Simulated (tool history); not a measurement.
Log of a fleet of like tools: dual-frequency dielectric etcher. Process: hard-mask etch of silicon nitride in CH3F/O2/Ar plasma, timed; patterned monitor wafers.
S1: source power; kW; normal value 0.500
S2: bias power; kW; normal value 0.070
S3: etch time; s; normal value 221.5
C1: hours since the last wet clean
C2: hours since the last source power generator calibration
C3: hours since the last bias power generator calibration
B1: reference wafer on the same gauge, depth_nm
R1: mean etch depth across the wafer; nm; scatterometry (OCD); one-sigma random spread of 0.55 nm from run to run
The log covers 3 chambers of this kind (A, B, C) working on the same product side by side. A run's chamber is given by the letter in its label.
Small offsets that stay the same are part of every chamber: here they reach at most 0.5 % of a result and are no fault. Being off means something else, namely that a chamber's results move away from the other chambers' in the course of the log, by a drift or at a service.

| run | hour | S1 | S2 | S3 | C1 | C2 | C3 | B1 | R1 |
|---|---|---|---|---|---|---|---|---|---|
| 1B | 2.9 | 0.500 | 0.070 | 221.5 | 151.9 | 640.7 | 3410.9 | 160.86 | 166.92 |
| 2C | 9.1 | 0.500 | 0.070 | 221.5 | 298.7 | 468.4 | 3331.1 | 160.98 | 167.47 |
| 3A | 12.0 | 0.500 | 0.070 | 221.5 | 411.7 | 700.5 | 681.5 | 160.81 | 167.59 |
| 4C | 18.2 | 0.500 | 0.070 | 221.5 | 307.8 | 477.5 | 3340.2 | 160.91 | 167.11 |
| 5A | 23.7 | 0.500 | 0.070 | 221.5 | 423.4 | 712.2 | 693.2 | 161.07 | 168.65 |
| 6B | 29.5 | 0.500 | 0.070 | 221.5 | 178.5 | 667.3 | 3437.5 | 161.09 | 167.54 |
| 7A | 33.1 | 0.500 | 0.070 | 221.5 | 432.8 | 721.6 | 702.6 | 161.15 | 167.56 |
| 8B | 36.1 | 0.500 | 0.070 | 221.5 | 185.1 | 673.9 | 3444.1 | 160.95 | 168.39 |
| 9C | 39.3 | 0.500 | 0.070 | 221.5 | 328.9 | 498.6 | 3361.3 | 160.94 | 167.05 |
| 10A | 44.1 | 0.610 | 0.070 | 221.5 | 443.8 | 732.6 | 713.6 | 161.08 | 180.38 |
| 11C | 49.4 | 0.610 | 0.070 | 221.5 | 339.0 | 508.7 | 3371.4 | 160.96 | 179.22 |
| 12B | 55.5 | 0.610 | 0.070 | 221.5 | 204.5 | 693.3 | 3463.5 | 160.96 | 180.72 |
| 13C | 59.5 | 0.500 | 0.070 | 221.5 | 349.1 | 518.8 | 3381.5 | 161.09 | 167.93 |
| 14A | 62.6 | 0.500 | 0.070 | 221.5 | 462.3 | 751.1 | 732.1 | 161.07 | 166.84 |
| 15B | 68.2 | 0.500 | 0.070 | 221.5 | 217.2 | 706.0 | 3476.2 | 161.08 | 168.21 |
| 16B | 71.8 | 0.500 | 0.070 | 221.5 | 220.8 | 709.6 | 3479.8 | 161.01 | 167.80 |
| 17A | 75.1 | 0.500 | 0.070 | 221.5 | 474.8 | 763.6 | 744.6 | 160.91 | 167.84 |
| 18C | 78.0 | 0.500 | 0.070 | 250.0 | 367.6 | 537.3 | 3400.0 | 161.02 | 188.32 |
| 19C | 82.1 | 0.500 | 0.070 | 250.0 | 371.7 | 541.4 | 3404.1 | 161.07 | 188.62 |
| 20A | 88.4 | 0.500 | 0.070 | 250.0 | 488.1 | 776.9 | 757.9 | 160.93 | 188.40 |
|  | 93.2 | chamber C: wet clean of the chamber |
| 21B | 93.4 | 0.500 | 0.070 | 221.5 | 242.4 | 731.2 | 3501.4 | 160.97 | 168.34 |
| 22C | 96.6 | 0.500 | 0.070 | 221.5 | 3.5 | 555.9 | 3418.6 | 160.93 | 168.31 |
| 23A | 102.9 | 0.500 | 0.070 | 221.5 | 502.6 | 791.4 | 772.4 | 161.05 | 166.83 |
| 24B | 109.4 | 0.500 | 0.070 | 221.5 | 258.4 | 747.2 | 3517.4 | 161.07 | 167.49 |
| 25A | 112.8 | 0.500 | 0.070 | 221.5 | 512.5 | 801.3 | 782.3 | 161.16 | 166.83 |
| 26B | 117.0 | 0.500 | 0.070 | 221.5 | 266.0 | 754.8 | 3525.0 | 161.01 | 166.15 |
| 27C | 120.1 | 0.500 | 0.070 | 221.5 | 27.0 | 579.4 | 3442.1 | 160.88 | 167.09 |
| 28C | 126.4 | 0.610 | 0.070 | 275.5 | 33.3 | 585.7 | 3448.4 | 160.98 | 225.02 |
| 29A | 129.7 | 0.610 | 0.070 | 275.5 | 529.4 | 818.2 | 799.2 | 161.03 | 221.19 |
| 30B | 134.9 | 0.610 | 0.070 | 275.5 | 283.9 | 772.7 | 3542.9 | 161.05 | 225.03 |
| 31C | 140.1 | 0.500 | 0.070 | 221.5 | 47.0 | 599.4 | 3462.1 | 161.03 | 167.52 |
| 32A | 143.6 | 0.500 | 0.070 | 166.5 | 543.3 | 832.1 | 813.1 | 160.96 | 123.21 |
| 33B | 146.5 | 0.500 | 0.070 | 166.5 | 295.5 | 784.3 | 3554.5 | 160.87 | 126.47 |
| 34B | 149.8 | 0.500 | 0.070 | 166.5 | 298.8 | 787.6 | 3557.8 | 160.94 | 126.34 |
| 35C | 153.9 | 0.500 | 0.070 | 221.5 | 60.8 | 613.2 | 3475.9 | 161.11 | 167.03 |
| 36A | 158.5 | 0.600 | 0.085 | 221.5 | 558.2 | 847.0 | 828.0 | 161.05 | 186.30 |
| 37B | 161.4 | 0.600 | 0.085 | 221.5 | 310.4 | 799.2 | 3569.4 | 160.96 | 191.72 |
| 38A | 166.4 | 0.600 | 0.085 | 221.5 | 566.1 | 854.9 | 835.9 | 160.86 | 187.54 |
| 39C | 171.4 | 0.500 | 0.075 | 221.5 | 78.3 | 630.7 | 3493.4 | 160.87 | 171.15 |
| 40B | 177.2 | 0.500 | 0.075 | 221.5 | 326.2 | 815.0 | 3585.2 | 161.07 | 171.92 |
| 41C | 183.2 | 0.500 | 0.075 | 221.5 | 90.1 | 642.5 | 3505.2 | 161.05 | 171.78 |
| 42A | 186.4 | 0.560 | 0.070 | 243.0 | 586.1 | 874.9 | 855.9 | 161.06 | 184.16 |
| 43C | 192.2 | 0.560 | 0.070 | 243.0 | 99.1 | 651.5 | 3514.2 | 160.97 | 190.71 |
| 44B | 196.6 | 0.560 | 0.070 | 243.0 | 345.6 | 834.4 | 3604.6 | 160.99 | 191.20 |

Read the log: is a single chamber off, either drifting away or since a service, is the gauge that measures every chamber drifting, or is nothing wrong beyond small per-chamber offsets? Name any odd chamber and what most likely caused it.

Little by little, chamber A moves away from the other chambers.
Cause: etch rate under this chamber's usual, % = 4.44.

Below are 4 candidate recipes for chamber A's next run, each the usual settings with a change, their results shown as question marks. Which of them brings A's results back in line with what the other chambers give on the usual settings?
In-line tolerance around the mean of the other chambers on the usual settings: R1 1.90 nm
| 45A-1 | 201.2 | 0.500 | 0.070 | 201.5 |  |  |  |  | ? |
| 45A-2 | 201.2 | 0.500 | 0.071 | 230.5 |  |  |  |  | ? |
| 45A-3 | 201.2 | 0.500 | 0.069 | 212.5 |  |  |  |  | ? |
| 45A-4 | 201.2 | 0.500 | 0.072 | 241.0 |  |  |  |  | ? |

Other chambers, usual settings, mean: R1 167.37 nm
| run | R1 |
|---|---|
| 45A-1 | 145.82 |
| 45A-2 | 167.61 |
| 45A-3 | 153.03 |
| 45A-4 | 176.08 |
Change 45A-2 lands the chamber within the allowed miss of the other chambers.
